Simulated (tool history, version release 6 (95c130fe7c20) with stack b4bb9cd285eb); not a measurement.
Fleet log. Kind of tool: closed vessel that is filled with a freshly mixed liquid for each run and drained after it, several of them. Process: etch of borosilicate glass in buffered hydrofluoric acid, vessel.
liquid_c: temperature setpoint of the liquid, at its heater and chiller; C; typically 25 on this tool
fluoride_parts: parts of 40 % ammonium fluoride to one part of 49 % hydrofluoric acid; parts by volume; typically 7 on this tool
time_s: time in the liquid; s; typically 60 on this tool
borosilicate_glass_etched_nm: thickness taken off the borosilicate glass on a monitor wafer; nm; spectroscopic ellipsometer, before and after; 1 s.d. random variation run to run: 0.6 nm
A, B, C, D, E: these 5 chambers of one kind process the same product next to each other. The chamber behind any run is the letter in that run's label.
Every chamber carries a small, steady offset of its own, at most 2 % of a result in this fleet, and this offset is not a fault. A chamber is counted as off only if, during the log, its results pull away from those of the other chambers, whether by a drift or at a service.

run   hour  liquid_c  fluoride_parts  time_s  read-back film thickness of the borosilicate glass reference wafer, read on the same gauge (nm)  borosilicate_glass_etched_nm
 1C    6.9        25               7      60                                                                                           49.983                        110.98
 2A   13.2        25               7      60                                                                                           49.986                        109.57
 3B     19        25               7      60                                                                                            49.99                        110.07
 4E   26.1        25               7      60                                                                                           49.982                        111.67
 5D   29.6        27               7      40                                                                                           49.995                        83.195
 6D   34.2        27               7      40                                                                                           49.995                        83.366
 7A   39.6        27               7      40                                                                                           50.006                        82.247
 8C   43.9        27               7      40                                                                                           49.981                        82.002
 9E   47.8        27               7      40                                                                                           50.031                         82.73
10B   52.4        27             9.5      60                                                                                           50.014                        89.324
11A   56.1        27             9.5      60                                                                                           49.996                        89.956
12E   59.2        27             9.5      60                                                                                           49.997                        90.354
13D   65.5        27             9.5      60                                                                                            50.01                        90.744
14C   72.1        27             9.5      60                                                                                           49.985                        90.943
15B   75.8        25               7      60                                                                                           49.983                         110.1
16B   81.1        25               7      60                                                                                           49.989                        110.28
17C   85.6        25               7      60                                                                                           50.013                        111.34
18E   90.5        25               7      60                                                                                           50.021                        112.01
19D   97.7        25               7      60                                                                                           49.995                        112.42
20A  101.5        25               7      60                                                                                           49.987                        114.52
21E  105.4        25               7      60                                                                                           50.001                        111.37
22B  109.6        25               7      60                                                                                           50.026                        108.17
23D  115.6        25               7      60                                                                                           50.008                        112.69
24C  121.7        25               7      60                                                                                           49.977                        112.33
25A  128.1        25               7      60                                                                                           50.008                        115.03
26B  131.4        25               7      60                                                                                           49.981                        109.33
27E  138.4        25               7      60                                                                                           50.023                        110.91
28C  142.3        25               7      60                                                                                           50.007                         111.4
29D  145.5        25               7      60                                                                                               50                        112.41
30A  152.3        25               7      60                                                                                           49.974                        116.18
31C  158.7        25               7      60                                                                                           49.986                        111.58
32D  164.7        25               7      60                                                                                            50.01                        112.61
33E  168.1        28               7      60                                                                                           49.973                        130.18
34B  172.3        28               7      60                                                                                           49.998                        128.01
35A    176        28               7      60                                                                                           50.004                        136.18
36C  182.2        28               7      60                                                                                           50.034                        131.83

All 5 chambers run these settings next. Forecast each chamber's results:
37A  187.5        25               7      60                                                                                                                              ?
37B  187.5        25               7      60                                                                                                                              ?
37C  187.5        25               7      60                                                                                                                              ?
37D  187.5        25               7      60                                                                                                                              ?
37E  187.5        25               7      60                                                                                                                              ?

run  borosilicate_glass_etched_nm
37A                        117.51
37B                        109.42
37C                        110.98
37D                        111.54
37E                        111.81
